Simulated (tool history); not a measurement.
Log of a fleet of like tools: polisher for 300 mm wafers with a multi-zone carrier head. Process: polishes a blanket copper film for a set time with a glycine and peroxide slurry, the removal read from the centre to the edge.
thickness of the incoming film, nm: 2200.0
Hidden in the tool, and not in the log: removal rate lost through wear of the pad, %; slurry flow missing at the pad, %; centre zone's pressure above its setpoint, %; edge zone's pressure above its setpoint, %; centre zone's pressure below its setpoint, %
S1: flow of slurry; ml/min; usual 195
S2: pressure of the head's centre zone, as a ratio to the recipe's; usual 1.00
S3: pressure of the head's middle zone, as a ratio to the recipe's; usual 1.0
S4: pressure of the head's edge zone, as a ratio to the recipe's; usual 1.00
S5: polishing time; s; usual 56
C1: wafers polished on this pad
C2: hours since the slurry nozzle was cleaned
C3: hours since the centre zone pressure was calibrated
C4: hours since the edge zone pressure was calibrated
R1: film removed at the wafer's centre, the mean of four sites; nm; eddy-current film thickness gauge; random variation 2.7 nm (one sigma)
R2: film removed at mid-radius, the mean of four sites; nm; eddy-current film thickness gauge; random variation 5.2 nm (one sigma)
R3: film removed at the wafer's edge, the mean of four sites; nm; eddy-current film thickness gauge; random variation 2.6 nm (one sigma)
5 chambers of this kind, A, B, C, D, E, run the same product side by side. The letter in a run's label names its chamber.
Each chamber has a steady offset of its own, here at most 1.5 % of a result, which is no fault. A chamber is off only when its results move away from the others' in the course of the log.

run	hour	S1	S2	S3	S4	S5	C1	C2	C3	C4	R1	R2	R3
1B	6.5	195	1.00	1.0	1.00	56	653	10.8	961.5	259.9	350.76	348.55	346.99
# hour 10.1: chamber B: worn pad replaced by a new one
2E	13.1	195	1.00	1.0	1.00	56	412	217.1	791.5	785.9	346.42	347.97	351.60
3D	19.8	195	1.00	1.0	1.00	56	730	235.8	546.7	866.5	354.64	348.68	354.24
# hour 24.5: chamber A: centre zone pressure recalibrated
# hour 25.8: chamber D: worn pad replaced by a new one
4C	26.1	195	1.00	1.0	1.00	56	422	157.8	641.5	73.0	353.28	352.81	348.02
5A	30.5	195	1.00	1.0	1.00	56	532	405.7	6.1	1252.2	346.12	354.37	349.98
6A	35.3	195	1.00	1.0	1.00	56	600	410.5	10.9	1257.0	349.55	359.65	358.69
# hour 41.8: chamber E: edge zone pressure recalibrated
7B	42.2	195	1.00	1.1	1.10	56	455	46.5	997.2	295.6	349.36	385.67	365.25
8C	46.6	195	1.00	1.1	1.10	56	712	178.3	662.0	93.5	353.88	372.80	365.03
# hour 48.7: chamber A: worn pad replaced by a new one
# hour 49.2: chamber E: worn pad replaced by a new one
9E	52.9	195	1.00	1.1	1.10	56	52	256.9	831.3	11.1	348.99	393.03	369.84
# hour 57.8: chamber B: worn pad replaced by a new one
10D	58.5	195	1.00	1.1	1.10	56	464	274.5	585.4	905.2	351.48	382.60	369.19
# hour 64.0: chamber C: worn pad replaced by a new one
11D	64.4	195	1.00	1.1	1.10	56	547	280.4	591.3	911.1	348.20	380.50	362.07
# hour 69.1: chamber A: slurry nozzle cleaned
# hour 73.8: chamber D: worn pad replaced by a new one
12C	73.9	195	1.00	1.0	1.00	56	141	205.6	689.3	120.8	355.92	342.65	344.33
# hour 80.0: chamber E: slurry nozzle cleaned
13B	80.6	195	1.08	1.0	1.00	70	323	84.9	1035.6	334.0	479.99	441.56	436.36
14E	85.4	195	1.08	1.0	1.00	70	512	5.5	863.8	43.6	466.47	421.11	442.17
15A	91.6	195	1.08	1.0	1.00	70	608	22.6	67.2	1313.3	473.85	440.97	444.80
16D	97.0	195	1.08	1.0	1.00	70	328	313.0	623.9	943.7	479.76	435.73	432.88
17B	102.0	195	1.08	1.0	1.00	70	626	106.3	1057.0	355.4	476.96	447.71	435.72
# hour 107.1: chamber E: worn pad replaced by a new one
18A	108.5	195	1.00	1.0	1.00	56	847	39.5	84.1	1330.2	348.73	358.78	348.95
# hour 111.7: chamber B: worn pad replaced by a new one
19E	114.4	195	1.00	1.0	1.00	56	104	34.5	892.8	72.6	347.43	343.67	351.28
# hour 116.1: chamber A: worn pad replaced by a new one
20C	121.7	195	1.00	1.0	1.00	56	817	253.4	737.1	168.6	350.64	346.87	349.59
21C	127.8	195	1.00	1.0	1.00	56	903	259.5	743.2	174.7	354.21	351.41	350.02
# hour 128.6: chamber D: worn pad replaced by a new one
22A	134.7	195	1.00	1.0	1.00	56	264	65.7	110.3	1356.4	347.38	357.58	348.99
23B	142.5	195	0.96	1.0	1.00	56	436	146.8	1097.5	395.9	334.34	352.66	348.50
24E	151.4	195	0.96	1.0	1.00	56	627	71.5	929.8	109.6	327.73	351.95	350.54
# hour 153.1: chamber C: worn pad replaced by a new one
# hour 155.7: chamber B: edge zone pressure recalibrated
25D	155.9	195	0.96	1.0	1.00	56	386	371.9	682.8	1002.6	333.91	346.03	352.06
# hour 161.3: chamber B: worn pad replaced by a new one
26E	162.2	195	0.96	1.0	1.00	56	780	82.3	940.6	120.4	327.23	354.50	355.10
# hour 168.5: chamber A: edge zone pressure recalibrated
# hour 170.7: chamber A: worn pad replaced by a new one
27B	171.2	195	0.96	1.0	1.00	56	140	175.5	1126.2	15.6	336.00	352.82	346.11
# hour 173.8: chamber E: worn pad replaced by a new one
28C	175.6	195	1.00	1.0	1.00	56	319	307.3	791.0	222.5	349.69	347.63	342.18
# hour 178.0: chamber D: worn pad replaced by a new one
29D	184.7	195	1.00	1.0	1.00	56	95	400.7	711.6	1031.4	351.16	349.57	349.48
30A	193.4	195	1.00	1.0	1.00	56	321	124.4	169.0	24.9	345.29	351.91	351.55
31D	202.5	195	1.00	1.0	1.00	56	346	418.5	729.4	1049.2	349.18	349.63	352.26
32C	209.2	195	1.00	1.0	1.00	56	794	340.9	824.6	256.1	350.96	346.29	345.20
# hour 209.9: chamber B: slurry nozzle cleaned
33A	217.9	195	1.00	1.0	1.00	56	668	148.9	193.5	49.4	344.87	356.70	352.89
# hour 222.9: chamber B: worn pad replaced by a new one
34B	224.0	195	1.00	1.0	1.00	56	16	14.1	1179.0	68.4	350.13	343.75	351.01
# hour 229.2: chamber C: worn pad replaced by a new one
35E	233.2	195	1.00	1.0	1.00	56	841	153.3	1011.6	191.4	342.49	339.44	352.49
# hour 236.6: chamber D: worn pad replaced by a new one
# hour 238.0: chamber A: worn pad replaced by a new one
# hour 240.4: chamber E: worn pad replaced by a new one
36D	241.7	195	1.00	1.0	1.00	56	72	457.7	768.6	1088.4	353.63	350.91	348.06
# hour 247.7: chamber C: slurry nozzle cleaned
37A	250.0	195	1.00	1.0	1.00	56	170	181.0	225.6	81.5	349.16	354.34	351.57
38C	258.9	195	1.00	1.0	1.00	56	420	11.2	874.3	305.8	351.48	347.00	348.60
# hour 259.2: chamber E: centre zone pressure recalibrated
39E	266.0	195	1.00	1.0	1.00	56	363	186.1	6.9	224.2	345.66	351.25	348.86
40B	275.9	195	0.96	1.0	0.91	56	750	66.0	1230.9	120.3	330.30	356.23	331.65

Next, every chamber runs the same settings. What will each give?
41A	283.0	195	1.00	1.0	1.00	69					?	?	?
41B	283.0	195	1.00	1.0	1.00	69					?	?	?
41C	283.0	195	1.00	1.0	1.00	69					?	?	?
41D	283.0	195	1.00	1.0	1.00	69					?	?	?
41E	283.0	195	1.00	1.0	1.00	69					?	?	?

run	R1	R2	R3
41A	425.55	438.60	439.68
41B	430.40	428.07	432.02
41C	432.60	426.97	427.73
41D	433.67	433.37	425.84
41E	431.80	427.57	430.85

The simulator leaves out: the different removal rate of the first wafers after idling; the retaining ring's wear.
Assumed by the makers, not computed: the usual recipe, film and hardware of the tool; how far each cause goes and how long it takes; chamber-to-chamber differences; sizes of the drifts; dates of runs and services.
